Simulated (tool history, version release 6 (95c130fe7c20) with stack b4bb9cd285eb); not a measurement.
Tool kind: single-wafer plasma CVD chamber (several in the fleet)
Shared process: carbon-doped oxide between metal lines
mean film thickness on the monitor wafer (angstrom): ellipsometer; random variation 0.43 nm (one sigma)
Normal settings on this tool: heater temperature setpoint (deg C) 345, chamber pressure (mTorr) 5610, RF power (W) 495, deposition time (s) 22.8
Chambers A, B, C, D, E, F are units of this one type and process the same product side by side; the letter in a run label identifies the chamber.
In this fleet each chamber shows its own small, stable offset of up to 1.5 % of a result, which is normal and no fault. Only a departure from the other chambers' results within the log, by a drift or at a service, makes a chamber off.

run	hour	heater temperature setpoint (deg C)	chamber pressure (mTorr)	RF power (W)	deposition time (s)	hours since the last thermocouple change	hours since the last RF generator calibration	hours since the last manometer calibration	read-back reference wafer on the same gauge, thickness_nm	mean film thickness on the monitor wafer (angstrom)
1D	8.8	345	5610	495	22.8	883.2	37.8	34.2	141.08	1198.8
2E	14.1	345	5610	495	22.8	521.2	1456.3	1207	141.04	1188.5
3A	22.9	345	5610	495	22.8	1280.5	475.6	1412	141.17	1203.6
4F	27.4	345	5610	495	22.8	1037.1	1840	351	140.85	1185.2
5B	32.7	345	5610	495	22.8	75.9	782.6	900.4	141.05	1212.2
6C	36.8	345	5610	495	22.8	734.8	799.9	282	140.9	1198.3
7D	45.5	345	5610	495	22.8	919.9	74.5	70.9	140.92	1205.3
8E	53.3	345	5610	495	22.8	560.4	1495.5	1246.2	140.88	1200.5
9B	58.5	345	5610	495	22.8	101.7	808.4	926.2	141.12	1214.4
10C	65.5	345	5610	495	26.5	763.5	828.6	310.7	141.03	1396.5
11F	73.2	345	5610	495	26.5	1082.9	1885.8	396.8	141.04	1377.5
12A	79	345	5610	495	26.5	1336.6	531.7	1468.1	141.06	1396.2
13F	84.1	345	5610	495	26.5	1093.8	1896.7	407.7	140.98	1378.8
14B	91.2	345	5610	495	26.5	134.4	841.1	958.9	141	1406.1
15A	95.7	345	5610	495	26.5	1353.3	548.4	1484.8	140.88	1399.5
16D	104.1	345	5610	495	22.8	978.5	133.1	129.5	140.94	1202.2
17C	112.2	345	5610	585	24.5	810.2	875.3	357.4	141.01	1438.8
18E	120.8	345	5610	585	24.5	627.9	1563	1313.7	140.89	1411.8
19E	128.9	345	5610	585	24.5	636	1571.1	1321.8	140.83	1409.9
20C	137.1	345	5610	585	24.5	835.1	900.2	382.3	140.87	1425.8
21A	142.1	345	5610	585	24.5	1399.7	594.8	1531.2	141.03	1437
22B	148.5	345	5610	585	24.5	191.7	898.4	1016.2	140.93	1448.9
23D	157.2	345	5610	495	22.8	1031.6	186.2	182.6	140.97	1200.9
24F	164	345	5610	495	22.8	1173.7	1976.6	487.6	141.03	1190.7
25C	171	345	5610	495	22.8	869	934.1	416.2	141.02	1200
26E	175.3	345	5610	495	22.8	682.4	1617.5	1368.2	141.1	1179.8
# hour 175.7: chamber B: capacitance manometer re-zeroed and calibrated
27A	182.7	345	5610	495	22.8	1440.3	635.4	1571.8	140.93	1203.6
28F	186.8	345	5610	495	22.8	1196.5	1999.4	510.4	141.04	1186.1
29B	191.8	345	5610	495	22.8	235	941.7	16.2	141.09	1213.5
30D	197.5	345	5610	495	22.8	1071.9	226.5	222.9	140.9	1201.1
31F	203.7	345	5610	495	22.8	1213.4	2016.3	527.3	140.95	1192
32C	210.8	345	5610	495	22.8	908.8	973.9	456	140.93	1199.5
33E	218	345	5610	495	22.8	725.1	1660.2	1410.9	141.01	1164.9
# hour 218.5: chamber B: RF generator calibrated
34A	223.8	345	5610	495	22.8	1481.4	676.5	1612.9	141.11	1205.3
35B	229.8	345	5610	495	22.8	273	11.4	54.2	141.07	1220
36D	236.1	345	5610	495	22.8	1110.5	265.1	261.5	140.96	1202.4
37E	240.9	345	5610	495	22.8	748	1683.1	1433.8	140.96	1156.4
38C	248.2	345	5610	425	22.8	946.2	1011.3	493.4	141.09	1080.2
39B	255.5	345	5610	425	22.8	298.7	37.1	79.9	140.97	1087.7
40A	264.5	345	5610	425	22.8	1522.1	717.2	1653.6	141	1083.3
41D	270.6	345	5610	425	22.8	1145	299.6	296	140.98	1083.9
42F	274.7	345	5610	425	22.8	1284.4	2087.3	598.3	140.92	1075.2

All chambers now run identical settings, listed one chamber a line with results as question marks. What results will each chamber show?
43A	281.3	345	5610	495	22.8					?
43B	281.3	345	5610	495	22.8					?
43C	281.3	345	5610	495	22.8					?
43D	281.3	345	5610	495	22.8					?
43E	281.3	345	5610	495	22.8					?
43F	281.3	345	5610	495	22.8					?

run	mean film thickness on the monitor wafer (angstrom)
43A	1203.3
43B	1221
43C	1189.4
43D	1198.7
43E	1139.7
43F	1191.6

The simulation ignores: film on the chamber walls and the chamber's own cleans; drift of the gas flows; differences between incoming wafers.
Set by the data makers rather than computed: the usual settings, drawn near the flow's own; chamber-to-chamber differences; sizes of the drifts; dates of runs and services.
